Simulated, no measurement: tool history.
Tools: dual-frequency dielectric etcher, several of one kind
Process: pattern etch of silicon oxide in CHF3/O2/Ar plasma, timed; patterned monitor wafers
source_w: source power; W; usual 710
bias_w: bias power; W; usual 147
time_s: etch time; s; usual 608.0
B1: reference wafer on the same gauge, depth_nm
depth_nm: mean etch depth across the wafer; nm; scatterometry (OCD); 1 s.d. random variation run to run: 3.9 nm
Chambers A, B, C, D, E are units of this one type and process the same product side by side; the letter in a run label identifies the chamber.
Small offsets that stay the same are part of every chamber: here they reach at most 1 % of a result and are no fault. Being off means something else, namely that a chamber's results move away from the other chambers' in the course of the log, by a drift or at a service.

run 1D hour=3.7 | source_w=710 bias_w=147 time_s=608.0 | B1=1109.7 | depth_nm=1203.60
run 2C hour=8.2 | source_w=710 bias_w=147 time_s=608.0 | B1=1109.8 | depth_nm=1191.30
run 3A hour=11.2 | source_w=710 bias_w=147 time_s=608.0 | B1=1110.2 | depth_nm=1203.10
run 4B hour=13.5 | source_w=710 bias_w=147 time_s=608.0 | B1=1110.1 | depth_nm=1213.70
run 5E hour=17.1 | source_w=710 bias_w=147 time_s=608.0 | B1=1109.6 | depth_nm=1199.30
run 6E hour=22.1 | source_w=710 bias_w=147 time_s=608.0 | B1=1109.9 | depth_nm=1204.80
run 7D hour=26.4 | source_w=710 bias_w=147 time_s=608.0 | B1=1111.3 | depth_nm=1207.40
run 8C hour=30.3 | source_w=570 bias_w=147 time_s=777.0 | B1=1110.4 | depth_nm=1404.00
run 9B hour=34.4 | source_w=570 bias_w=147 time_s=777.0 | B1=1110.6 | depth_nm=1413.40
run 10A hour=39.0 | source_w=570 bias_w=147 time_s=777.0 | B1=1110.0 | depth_nm=1419.10
run 11E hour=41.9 | source_w=570 bias_w=147 time_s=777.0 | B1=1109.5 | depth_nm=1405.90
run 12A hour=46.3 | source_w=570 bias_w=147 time_s=777.0 | B1=1110.3 | depth_nm=1419.20
run 13C hour=50.8 | source_w=710 bias_w=147 time_s=608.0 | B1=1111.3 | depth_nm=1190.40
run 14D hour=53.4 | source_w=710 bias_w=147 time_s=608.0 | B1=1110.6 | depth_nm=1204.00
run 15B hour=55.7 | source_w=710 bias_w=147 time_s=608.0 | B1=1110.5 | depth_nm=1214.70
run 16E hour=58.2 | source_w=710 bias_w=147 time_s=608.0 | B1=1109.0 | depth_nm=1198.70
-- hour=61.1 chamber E: wet clean of the chamber
run 17B hour=63.4 | source_w=710 bias_w=147 time_s=608.0 | B1=1109.3 | depth_nm=1211.00
run 18D hour=66.9 | source_w=710 bias_w=147 time_s=458.5 | B1=1110.1 | depth_nm=912.86
run 19C hour=71.3 | source_w=710 bias_w=147 time_s=458.5 | B1=1109.7 | depth_nm=897.91
run 20A hour=75.0 | source_w=710 bias_w=147 time_s=458.5 | B1=1109.4 | depth_nm=910.28
run 21D hour=77.8 | source_w=710 bias_w=147 time_s=458.5 | B1=1110.2 | depth_nm=911.54
run 22A hour=81.4 | source_w=710 bias_w=147 time_s=458.5 | B1=1110.0 | depth_nm=907.78
run 23B hour=85.1 | source_w=710 bias_w=147 time_s=736.0 | B1=1110.3 | depth_nm=1466.60
run 24E hour=88.0 | source_w=710 bias_w=147 time_s=736.0 | B1=1110.1 | depth_nm=1487.80
run 25C hour=90.3 | source_w=710 bias_w=147 time_s=736.0 | B1=1110.2 | depth_nm=1454.50
-- hour=92.4 chamber C: wet clean of the chamber
run 26B hour=92.8 | source_w=710 bias_w=147 time_s=736.0 | B1=1109.1 | depth_nm=1464.50
run 27A hour=97.7 | source_w=710 bias_w=147 time_s=736.0 | B1=1110.2 | depth_nm=1452.70
run 28C hour=101.4 | source_w=710 bias_w=147 time_s=608.0 | B1=1110.6 | depth_nm=1188.90
run 29D hour=104.7 | source_w=580 bias_w=147 time_s=776.0 | B1=1109.9 | depth_nm=1423.80
run 30E hour=107.2 | source_w=580 bias_w=147 time_s=776.0 | B1=1109.9 | depth_nm=1455.70
run 31C hour=109.5 | source_w=580 bias_w=147 time_s=776.0 | B1=1110.4 | depth_nm=1408.00
run 32D hour=114.2 | source_w=580 bias_w=147 time_s=776.0 | B1=1110.6 | depth_nm=1428.80
run 33E hour=118.1 | source_w=580 bias_w=147 time_s=776.0 | B1=1109.7 | depth_nm=1457.40
run 34A hour=121.4 | source_w=710 bias_w=147 time_s=608.0 | B1=1110.6 | depth_nm=1204.70
run 35B hour=126.4 | source_w=710 bias_w=147 time_s=608.0 | B1=1110.7 | depth_nm=1210.90
run 36E hour=130.7 | source_w=710 bias_w=147 time_s=608.0 | B1=1110.0 | depth_nm=1233.00
run 37A hour=133.9 | source_w=710 bias_w=147 time_s=608.0 | B1=1110.3 | depth_nm=1202.70

Next, every chamber runs the same settings. What will each give?
run 38A hour=137.7 | source_w=710 bias_w=147 time_s=608.0 | depth_nm=?
run 38B hour=137.7 | source_w=710 bias_w=147 time_s=608.0 | depth_nm=?
run 38C hour=137.7 | source_w=710 bias_w=147 time_s=608.0 | depth_nm=?
run 38D hour=137.7 | source_w=710 bias_w=147 time_s=608.0 | depth_nm=?
run 38E hour=137.7 | source_w=710 bias_w=147 time_s=608.0 | depth_nm=?

run=38A depth_nm=1207.20
run=38B depth_nm=1206.50
run=38C depth_nm=1190.60
run=38D depth_nm=1208.60
run=38E depth_nm=1234.30
